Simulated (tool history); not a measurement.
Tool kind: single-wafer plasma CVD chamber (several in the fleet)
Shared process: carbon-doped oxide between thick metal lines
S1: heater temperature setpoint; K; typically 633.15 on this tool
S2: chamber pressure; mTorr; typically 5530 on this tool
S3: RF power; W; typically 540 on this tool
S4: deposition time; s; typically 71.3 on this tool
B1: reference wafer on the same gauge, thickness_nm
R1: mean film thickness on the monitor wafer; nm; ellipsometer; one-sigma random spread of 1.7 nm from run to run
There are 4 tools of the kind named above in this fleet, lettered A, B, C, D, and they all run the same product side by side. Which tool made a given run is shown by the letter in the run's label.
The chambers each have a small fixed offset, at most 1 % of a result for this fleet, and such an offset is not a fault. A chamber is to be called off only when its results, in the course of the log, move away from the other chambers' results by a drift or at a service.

| run | hour | S1 | S2 | S3 | S4 | B1 | R1 |
|---|---|---|---|---|---|---|---|
| 1C | 7.0 | 633.15 | 5530 | 540 | 71.3 | 379.28 | 372.00 |
| 2D | 12.7 | 633.15 | 5530 | 540 | 71.3 | 379.23 | 375.99 |
| 3B | 17.2 | 633.15 | 5530 | 540 | 71.3 | 378.35 | 377.76 |
| 4A | 21.6 | 633.15 | 5530 | 540 | 71.3 | 378.64 | 375.01 |
| 5A | 27.0 | 633.15 | 5530 | 540 | 71.3 | 378.81 | 376.64 |
| 6B | 32.8 | 633.15 | 5530 | 540 | 71.3 | 379.00 | 374.57 |
| 7D | 39.9 | 633.15 | 5530 | 540 | 71.3 | 379.11 | 372.48 |
| 8C | 44.4 | 633.15 | 5530 | 540 | 71.3 | 379.30 | 371.64 |
| 9A | 50.9 | 633.15 | 5530 | 540 | 71.3 | 379.20 | 372.92 |
|  | 54.2 | chamber B: thermocouple changed; heater temperature recalibrated |
| 10C | 56.3 | 633.15 | 5530 | 540 | 71.3 | 378.73 | 372.86 |
| 11B | 63.0 | 633.15 | 5530 | 540 | 71.3 | 378.78 | 373.19 |
| 12D | 66.9 | 633.15 | 5530 | 540 | 58.5 | 379.20 | 304.88 |
| 13A | 74.4 | 633.15 | 5530 | 540 | 58.5 | 378.42 | 308.62 |
| 14D | 78.5 | 633.15 | 5530 | 540 | 58.5 | 379.06 | 302.94 |
| 15B | 82.9 | 633.15 | 5530 | 540 | 58.5 | 378.61 | 309.18 |
| 16C | 89.7 | 633.15 | 5530 | 540 | 71.3 | 379.22 | 370.65 |
| 17D | 94.4 | 633.15 | 5530 | 540 | 71.3 | 379.62 | 366.01 |
| 18C | 98.0 | 633.15 | 5530 | 540 | 71.3 | 379.15 | 370.00 |
| 19B | 103.5 | 633.15 | 5530 | 540 | 71.3 | 378.58 | 374.67 |
| 20A | 110.5 | 633.15 | 5530 | 540 | 71.3 | 378.85 | 374.54 |
| 21D | 114.8 | 633.15 | 5530 | 540 | 71.3 | 379.06 | 360.94 |
| 22B | 118.8 | 633.15 | 5530 | 540 | 71.3 | 379.28 | 374.22 |
| 23A | 124.4 | 633.15 | 5530 | 540 | 71.3 | 379.22 | 375.44 |
| 24C | 128.8 | 633.15 | 4380 | 540 | 71.3 | 378.33 | 359.48 |
| 25B | 135.6 | 633.15 | 4380 | 540 | 71.3 | 379.00 | 358.32 |
| 26C | 141.0 | 633.15 | 4380 | 540 | 71.3 | 379.36 | 360.28 |
| 27A | 145.3 | 633.15 | 4380 | 540 | 71.3 | 379.04 | 361.81 |

All chambers now run identical settings, listed one chamber a line with results as question marks. What results will each chamber show?
| 28A | 150.8 | 638.15 | 5530 | 540 | 71.3 |  | ? |
| 28B | 150.8 | 638.15 | 5530 | 540 | 71.3 |  | ? |
| 28C | 150.8 | 638.15 | 5530 | 540 | 71.3 |  | ? |
| 28D | 150.8 | 638.15 | 5530 | 540 | 71.3 |  | ? |

| run | R1 |
|---|---|
| 28A | 372.11 |
| 28B | 372.53 |
| 28C | 367.72 |
| 28D | 353.51 |
